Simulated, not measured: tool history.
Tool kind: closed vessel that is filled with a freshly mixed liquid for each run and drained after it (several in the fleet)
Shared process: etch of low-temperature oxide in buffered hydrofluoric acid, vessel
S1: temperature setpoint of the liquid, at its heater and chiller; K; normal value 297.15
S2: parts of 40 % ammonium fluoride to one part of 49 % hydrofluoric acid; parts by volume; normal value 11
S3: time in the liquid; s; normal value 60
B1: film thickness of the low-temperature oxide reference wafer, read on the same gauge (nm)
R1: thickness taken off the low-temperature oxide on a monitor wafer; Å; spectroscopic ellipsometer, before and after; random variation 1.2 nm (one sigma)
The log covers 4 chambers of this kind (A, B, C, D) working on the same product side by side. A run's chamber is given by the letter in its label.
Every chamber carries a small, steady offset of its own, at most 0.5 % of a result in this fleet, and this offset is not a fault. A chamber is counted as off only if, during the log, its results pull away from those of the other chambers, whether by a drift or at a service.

run 1D hour=5.0 | S1=297.15 S2=11 S3=60 | B1=120.02 | R1=1858.8
run 2A hour=9.8 | S1=297.15 S2=11 S3=60 | B1=119.97 | R1=1838.1
run 3B hour=13.8 | S1=297.15 S2=11 S3=60 | B1=120.01 | R1=1867.5
run 4C hour=19.6 | S1=297.15 S2=11 S3=60 | B1=119.99 | R1=1868.3
run 5D hour=22.7 | S1=297.15 S2=11 S3=60 | B1=119.98 | R1=1866.5
run 6A hour=26.0 | S1=297.15 S2=11 S3=60 | B1=119.99 | R1=1845.7
run 7B hour=32.6 | S1=297.15 S2=11 S3=60 | B1=119.96 | R1=1834.5
run 8C hour=38.5 | S1=297.15 S2=11 S3=60 | B1=120.00 | R1=1855.1
run 9D hour=41.6 | S1=297.15 S2=11 S3=60 | B1=119.98 | R1=1860.5
run 10C hour=47.2 | S1=297.15 S2=11 S3=60 | B1=119.99 | R1=1881.0
run 11A hour=53.6 | S1=297.15 S2=11 S3=60 | B1=120.00 | R1=1852.4
-- hour=58.1 chamber B: hydrofluoric acid flow meter replaced
run 12B hour=58.3 | S1=297.15 S2=11 S3=60 | B1=119.98 | R1=1848.9
run 13B hour=64.9 | S1=297.15 S2=11 S3=40 | B1=120.00 | R1=1237.0
run 14A hour=69.0 | S1=297.15 S2=11 S3=40 | B1=120.02 | R1=1230.5
run 15D hour=73.1 | S1=297.15 S2=11 S3=40 | B1=120.06 | R1=1253.7
run 16C hour=79.6 | S1=297.15 S2=11 S3=40 | B1=120.04 | R1=1251.5
run 17A hour=84.6 | S1=297.15 S2=11 S3=60 | B1=120.00 | R1=1867.9
run 18C hour=89.2 | S1=297.15 S2=11 S3=60 | B1=119.95 | R1=1869.5
run 19B hour=93.7 | S1=297.15 S2=11 S3=60 | B1=119.96 | R1=1899.7
run 20D hour=97.1 | S1=297.15 S2=11 S3=60 | B1=120.01 | R1=1862.6
run 21B hour=100.9 | S1=297.15 S2=11 S3=60 | B1=120.03 | R1=1875.6
run 22A hour=105.1 | S1=297.15 S2=11 S3=60 | B1=120.02 | R1=1858.5
run 23C hour=110.4 | S1=297.15 S2=11 S3=60 | B1=120.00 | R1=1850.0
run 24D hour=115.8 | S1=297.15 S2=11 S3=60 | B1=119.99 | R1=1878.9
run 25D hour=119.2 | S1=297.15 S2=11 S3=60 | B1=120.05 | R1=1865.9
run 26A hour=123.6 | S1=299.65 S2=11 S3=60 | B1=119.98 | R1=2093.7
run 27C hour=129.0 | S1=299.65 S2=11 S3=60 | B1=120.05 | R1=2133.6
run 28B hour=134.5 | S1=299.65 S2=11 S3=60 | B1=120.04 | R1=2201.4
run 29D hour=139.5 | S1=299.65 S2=11 S3=60 | B1=120.00 | R1=2132.1
run 30A hour=143.0 | S1=297.15 S2=11 S3=60 | B1=119.99 | R1=1869.1
run 31C hour=148.3 | S1=297.15 S2=11 S3=60 | B1=120.03 | R1=1856.6
run 32B hour=153.7 | S1=297.15 S2=11 S3=60 | B1=119.99 | R1=1959.4
run 33D hour=159.5 | S1=297.15 S2=11 S3=60 | B1=119.99 | R1=1865.8
run 34C hour=165.3 | S1=297.15 S2=11 S3=60 | B1=119.99 | R1=1883.7
run 35A hour=171.9 | S1=297.15 S2=11 S3=60 | B1=119.96 | R1=1856.7
run 36B hour=178.0 | S1=297.15 S2=11 S3=60 | B1=119.98 | R1=2015.3
run 37D hour=182.7 | S1=297.15 S2=11 S3=60 | B1=120.03 | R1=1852.0

Is one chamber out of step, is the gauge drifting, or do the chambers differ by no more than their own small offsets? For an off chamber, give its letter and the likeliest cause.

One chamber, B, drifts off from the rest bit by bit.
Cause: liquid hotter than its thermometer reads (K) = 1.53.
From this log alone, it may not be told apart from: hydrofluoric acid flow above the setpoint (%).

Below are 4 candidate recipes for chamber B's next run, each the usual settings with a change, their results shown as question marks. Which of them brings B's results back in line with what the other chambers give on the usual settings?
A result is in line if it is within this distance of the other chambers' mean on the usual settings: R1 43.0 Å
run 38B-1 hour=187.5 | S1=297.15 S2=13 S3=60 | R1=?
run 38B-2 hour=187.5 | S1=295.65 S2=11 S3=60 | R1=?
run 38B-3 hour=187.5 | S1=297.15 S2=9 S3=60 | R1=?
run 38B-4 hour=187.5 | S1=297.15 S2=11 S3=65 | R1=?

Mean of the other chambers on the usual settings: R1 1862.6 Å
run=38B-1 R1=1704.0
run=38B-2 R1=1852.9
run=38B-3 R1=2360.5
run=38B-4 R1=2176.3
38B-2 is the one that brings the chamber's results back in line with the other chambers.

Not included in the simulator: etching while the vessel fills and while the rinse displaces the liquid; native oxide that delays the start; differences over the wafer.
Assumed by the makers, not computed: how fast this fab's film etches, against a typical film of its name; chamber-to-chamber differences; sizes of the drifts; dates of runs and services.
